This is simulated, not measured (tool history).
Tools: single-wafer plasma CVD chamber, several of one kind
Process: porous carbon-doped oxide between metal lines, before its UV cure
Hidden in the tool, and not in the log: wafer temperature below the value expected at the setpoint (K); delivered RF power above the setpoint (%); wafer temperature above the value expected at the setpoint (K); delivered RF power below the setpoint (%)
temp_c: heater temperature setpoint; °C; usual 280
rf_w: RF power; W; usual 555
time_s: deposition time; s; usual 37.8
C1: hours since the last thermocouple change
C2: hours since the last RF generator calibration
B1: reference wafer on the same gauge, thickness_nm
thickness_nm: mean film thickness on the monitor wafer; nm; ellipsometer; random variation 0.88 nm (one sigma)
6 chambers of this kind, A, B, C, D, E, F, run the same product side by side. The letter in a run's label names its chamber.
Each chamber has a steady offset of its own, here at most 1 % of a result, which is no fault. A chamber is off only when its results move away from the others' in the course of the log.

run 1B hour=6.8 | temp_c=280 rf_w=555 time_s=37.8 | C1=305.4 C2=130.2 | B1=291.76 | thickness_nm=245.84
run 2A hour=11.3 | temp_c=280 rf_w=555 time_s=37.8 | C1=162.9 C2=947.8 | B1=292.03 | thickness_nm=242.56
run 3F hour=19.5 | temp_c=280 rf_w=555 time_s=37.8 | C1=1631.7 C2=580.2 | B1=291.84 | thickness_nm=245.53
run 4D hour=23 | temp_c=280 rf_w=555 time_s=37.8 | C1=1336.8 C2=105.7 | B1=292 | thickness_nm=244.26
run 5C hour=28.7 | temp_c=280 rf_w=555 time_s=37.8 | C1=2481.8 C2=515.9 | B1=292.19 | thickness_nm=243.98
run 6E hour=35.9 | temp_c=280 rf_w=555 time_s=37.8 | C1=415.6 C2=1656.2 | B1=292.42 | thickness_nm=245.3
run 7C hour=41.5 | temp_c=280 rf_w=555 time_s=37.8 | C1=2494.6 C2=528.7 | B1=291.96 | thickness_nm=244.84
run 8B hour=45.7 | temp_c=268 rf_w=555 time_s=43 | C1=344.3 C2=169.1 | B1=291.96 | thickness_nm=301.31
run 9A hour=52.1 | temp_c=268 rf_w=555 time_s=43 | C1=203.7 C2=988.6 | B1=291.95 | thickness_nm=298.49
run 10D hour=56 | temp_c=268 rf_w=555 time_s=43 | C1=1369.8 C2=138.7 | B1=291.86 | thickness_nm=297.61
run 11F hour=60.4 | temp_c=268 rf_w=555 time_s=43 | C1=1672.6 C2=621.1 | B1=292.02 | thickness_nm=301.25
run 12E hour=65.3 | temp_c=268 rf_w=555 time_s=43 | C1=445 C2=1685.6 | B1=292.16 | thickness_nm=300.97
run 13E hour=68.8 | temp_c=268 rf_w=555 time_s=43 | C1=448.5 C2=1689.1 | B1=292.08 | thickness_nm=297.7
run 14C hour=77 | temp_c=280 rf_w=555 time_s=37.8 | C1=2530.1 C2=564.2 | B1=292.25 | thickness_nm=244.98
-- hour=78.9 chamber C: thermocouple changed; heater temperature recalibrated
run 15F hour=83.5 | temp_c=280 rf_w=555 time_s=37.8 | C1=1695.7 C2=644.2 | B1=291.64 | thickness_nm=243.4
run 16A hour=87.1 | temp_c=280 rf_w=555 time_s=37.8 | C1=238.7 C2=1023.6 | B1=291.87 | thickness_nm=243.35
run 17D hour=91.7 | temp_c=280 rf_w=555 time_s=37.8 | C1=1405.5 C2=174.4 | B1=292.11 | thickness_nm=245
run 18B hour=97.8 | temp_c=280 rf_w=555 time_s=37.8 | C1=396.4 C2=221.2 | B1=291.88 | thickness_nm=246.33
run 19C hour=103.3 | temp_c=280 rf_w=555 time_s=37.8 | C1=24.4 C2=590.5 | B1=291.97 | thickness_nm=251.13
run 20B hour=108.6 | temp_c=280 rf_w=555 time_s=37.8 | C1=407.2 C2=232 | B1=291.99 | thickness_nm=246.72
run 21A hour=114.6 | temp_c=280 rf_w=555 time_s=37.8 | C1=266.2 C2=1051.1 | B1=292.15 | thickness_nm=242.57
run 22F hour=120.3 | temp_c=280 rf_w=625 time_s=32.5 | C1=1732.5 C2=681 | B1=291.93 | thickness_nm=228.27
run 23D hour=125.1 | temp_c=280 rf_w=625 time_s=32.5 | C1=1438.9 C2=207.8 | B1=292.34 | thickness_nm=227.01
run 24E hour=129.7 | temp_c=280 rf_w=625 time_s=32.5 | C1=509.4 C2=1750 | B1=292.06 | thickness_nm=228.81
run 25F hour=134.7 | temp_c=280 rf_w=625 time_s=32.5 | C1=1746.9 C2=695.4 | B1=292.11 | thickness_nm=229.28
run 26E hour=139.8 | temp_c=280 rf_w=625 time_s=32.5 | C1=519.5 C2=1760.1 | B1=291.98 | thickness_nm=229
run 27B hour=146.8 | temp_c=280 rf_w=625 time_s=32.5 | C1=445.4 C2=270.2 | B1=291.92 | thickness_nm=229.02
run 28A hour=151.2 | temp_c=280 rf_w=555 time_s=37.8 | C1=302.8 C2=1087.7 | B1=292.01 | thickness_nm=243.16
run 29C hour=156.6 | temp_c=280 rf_w=555 time_s=37.8 | C1=77.7 C2=643.8 | B1=291.83 | thickness_nm=251.92
run 30D hour=164.3 | temp_c=280 rf_w=555 time_s=43.8 | C1=1478.1 C2=247 | B1=291.98 | thickness_nm=281.42
run 31D hour=171.4 | temp_c=280 rf_w=555 time_s=43.8 | C1=1485.2 C2=254.1 | B1=291.91 | thickness_nm=281.7
run 32F hour=178.8 | temp_c=280 rf_w=555 time_s=43.8 | C1=1791 C2=739.5 | B1=292.15 | thickness_nm=282.45
run 33C hour=186.2 | temp_c=280 rf_w=555 time_s=43.8 | C1=107.3 C2=673.4 | B1=291.96 | thickness_nm=289.88
run 34B hour=193.4 | temp_c=280 rf_w=555 time_s=43.8 | C1=492 C2=316.8 | B1=291.92 | thickness_nm=283.31
run 35A hour=199.7 | temp_c=280 rf_w=555 time_s=43.8 | C1=351.3 C2=1136.2 | B1=292.19 | thickness_nm=280.79
run 36E hour=204.3 | temp_c=280 rf_w=500 time_s=37.8 | C1=584 C2=1824.6 | B1=292.2 | thickness_nm=229.28
run 37C hour=210.7 | temp_c=280 rf_w=500 time_s=37.8 | C1=131.8 C2=697.9 | B1=292.11 | thickness_nm=234.98
run 38D hour=216.1 | temp_c=280 rf_w=500 time_s=37.8 | C1=1529.9 C2=298.8 | B1=292.36 | thickness_nm=227
run 39A hour=221.7 | temp_c=280 rf_w=500 time_s=37.8 | C1=373.3 C2=1158.2 | B1=292 | thickness_nm=227.31
run 40F hour=228.5 | temp_c=280 rf_w=500 time_s=37.8 | C1=1840.7 C2=789.2 | B1=292.1 | thickness_nm=230.04
run 41E hour=233.9 | temp_c=280 rf_w=500 time_s=37.8 | C1=613.6 C2=1854.2 | B1=291.95 | thickness_nm=228.13
run 42B hour=237.5 | temp_c=280 rf_w=555 time_s=37.8 | C1=536.1 C2=360.9 | B1=292.07 | thickness_nm=245.79
run 43C hour=241.4 | temp_c=280 rf_w=555 time_s=37.8 | C1=162.5 C2=728.6 | B1=292.08 | thickness_nm=254.01

All 6 chambers run these settings next. Forecast each chamber's results:
run 44A hour=247.3 | temp_c=280 rf_w=555 time_s=37.8 | thickness_nm=?
run 44B hour=247.3 | temp_c=280 rf_w=555 time_s=37.8 | thickness_nm=?
run 44C hour=247.3 | temp_c=280 rf_w=555 time_s=37.8 | thickness_nm=?
run 44D hour=247.3 | temp_c=280 rf_w=555 time_s=37.8 | thickness_nm=?
run 44E hour=247.3 | temp_c=280 rf_w=555 time_s=37.8 | thickness_nm=?
run 44F hour=247.3 | temp_c=280 rf_w=555 time_s=37.8 | thickness_nm=?

run=44A thickness_nm=243.84
run=44B thickness_nm=245.59
run=44C thickness_nm=251.51
run=44D thickness_nm=243.78
run=44E thickness_nm=244.98
run=44F thickness_nm=246.11
